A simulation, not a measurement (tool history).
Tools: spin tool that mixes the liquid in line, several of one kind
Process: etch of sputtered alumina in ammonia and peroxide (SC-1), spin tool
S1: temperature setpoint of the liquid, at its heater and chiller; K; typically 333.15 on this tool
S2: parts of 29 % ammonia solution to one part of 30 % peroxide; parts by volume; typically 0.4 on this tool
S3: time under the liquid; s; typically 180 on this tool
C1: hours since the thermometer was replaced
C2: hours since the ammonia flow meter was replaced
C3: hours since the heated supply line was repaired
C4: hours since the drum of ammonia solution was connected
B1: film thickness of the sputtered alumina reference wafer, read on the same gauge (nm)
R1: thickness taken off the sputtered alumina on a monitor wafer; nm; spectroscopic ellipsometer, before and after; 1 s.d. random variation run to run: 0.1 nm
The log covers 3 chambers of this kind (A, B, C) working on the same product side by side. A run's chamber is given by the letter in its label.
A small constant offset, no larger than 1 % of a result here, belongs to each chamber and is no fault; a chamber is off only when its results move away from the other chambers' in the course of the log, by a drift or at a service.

run	hour	S1	S2	S3	C1	C2	C3	C4	B1	R1
1B	13.8	333.15	0.4	180	621.5	986.7	1222.5	110.7	149.99	12.009
2A	25.9	333.15	0.4	180	595.4	61.4	2547.7	186.7	150.01	12.019
3C	36.3	333.15	0.4	180	646.3	1408	3068.5	383.7	149.98	12.161
4C	50.6	333.15	0.4	180	660.6	1422.3	3082.8	398	150.01	12.051
5B	61.8	342.65	0.35	180	669.5	1034.7	1270.5	158.7	150.02	19.179
6A	68.8	342.65	0.35	180	638.3	104.3	2590.6	229.6	150	19.133
7A	81	342.65	0.35	180	650.5	116.5	2602.8	241.8	149.99	19.058
8C	88.9	333.15	0.4	180	698.9	1460.6	3121.1	436.3	149.99	12.148
9B	101.3	341.65	0.55	180	709	1074.2	1310	198.2	149.99	18.957
10C	107.5	341.65	0.55	180	717.5	1479.2	3139.7	454.9	150.01	18.849
# hour 111.8: chamber B: new drum of ammonia solution connected
11A	118.3	341.65	0.55	180	687.8	153.8	2640.1	279.1	150.02	18.989
12B	130.7	333.15	0.4	180	738.4	1103.6	1339.4	19	150	11.938
13A	143.6	333.15	0.4	180	713.1	179.1	2665.4	304.4	150.02	11.927
14B	157.6	333.15	0.4	180	765.3	1130.5	1366.3	45.9	150.01	11.931
15C	167.9	333.15	0.4	180	777.9	1539.6	3200.1	515.3	149.99	12.038
# hour 175.1: chamber C: heated supply line repaired
16A	175.1	333.15	0.4	180	744.6	210.6	2696.9	335.9	150	11.933
17C	189	333.15	0.4	180	799	1560.7	13.9	536.4	149.99	11.976
18B	201.2	333.15	0.4	180	808.9	1174.1	1409.9	89.5	150	11.925
19B	210.4	333.15	0.4	180	818.1	1183.3	1419.1	98.7	149.98	12.094
20C	222	333.15	0.4	180	832	1593.7	46.9	569.4	150.02	11.904
21A	233.4	333.15	0.4	180	802.9	268.9	2755.2	394.2	149.98	12.219
22B	241.1	333.15	0.4	180	848.8	1214	1449.8	129.4	150	11.96
# hour 245: chamber C: ammonia flow meter replaced
# hour 246.2: chamber C: new drum of ammonia solution connected
23A	250	333.15	0.4	180	819.5	285.5	2771.8	410.8	150.02	12.035
24C	263.9	333.15	0.4	180	873.9	18.9	88.8	17.8	150	11.842
25B	272.6	333.15	0.4	180	880.3	1245.5	1481.3	160.9	150.02	11.834
26C	280.1	333.15	0.4	180	890.1	35.1	105	34	149.99	11.892
27A	288.2	333.15	0.4	180	857.7	323.7	2810	449	150	12.029
28C	299.5	333.15	0.4	180	909.5	54.5	124.4	53.4	150.02	11.582
29B	312.6	333.15	0.4	180	920.3	1285.5	1521.3	200.9	150	11.948
30A	322.5	333.15	0.4	180	892	358	2844.3	483.3	150	12.107
31B	336.1	339.15	0.4	115	943.8	1309	1544.8	224.4	150.03	10.238
# hour 341.6: chamber B: new drum of ammonia solution connected
32A	346.4	339.15	0.4	115	915.9	381.9	2868.2	507.2	150	10.536
33C	354.9	339.15	0.4	115	964.9	109.9	179.8	108.8	150.01	10.043
34A	362.7	333.15	0.4	180	932.2	398.2	2884.5	523.5	149.99	12.076
35C	375.5	333.15	0.4	180	985.5	130.5	200.4	129.4	150	11.634
36B	387.3	333.15	0.4	180	995	1360.2	1596	45.7	149.98	11.781
37A	396	333.15	0.4	180	965.5	431.5	2917.8	556.8	150	12.129
38B	407.7	333.15	0.4	180	1015.4	1380.6	1616.4	66.1	150.01	12.006
39C	417.6	333.15	0.4	180	1027.6	172.6	242.5	171.5	150.01	11.37
40C	426.2	328.65	0.25	180	1036.2	181.2	251.1	180.1	149.98	8.6727

Decide between three cases: one chamber stands off from its peers, the gauge reading all wafers drifts, or nothing is wrong past each chamber's small offset. Where a chamber is off, say which and what most likely put it there.

It is chamber C that slowly wanders off from its peers.
What lies behind it: liquid colder than its thermometer reads (K) = 1.12.

Below are 4 candidate recipes for chamber C's next run, each the usual settings with a change, their results shown as question marks. Which of them brings C's results back in line with what the other chambers give on the usual settings?
A result is in line if it is within this distance of the other chambers' mean on the usual settings: R1 0.35 nm
41C-1	436.5	330.65	0.4	180						?
41C-2	436.5	332.65	0.4	175						?
41C-3	436.5	333.15	0.4	205						?
41C-4	436.5	333.65	0.4	185						?

The mean the other chambers reach with the usual settings: R1 12.014 nm
run	R1
41C-1	9.972
41C-2	10.747
41C-3	12.913
41C-4	11.958
It is 41C-4 that realigns the chamber with its peers.
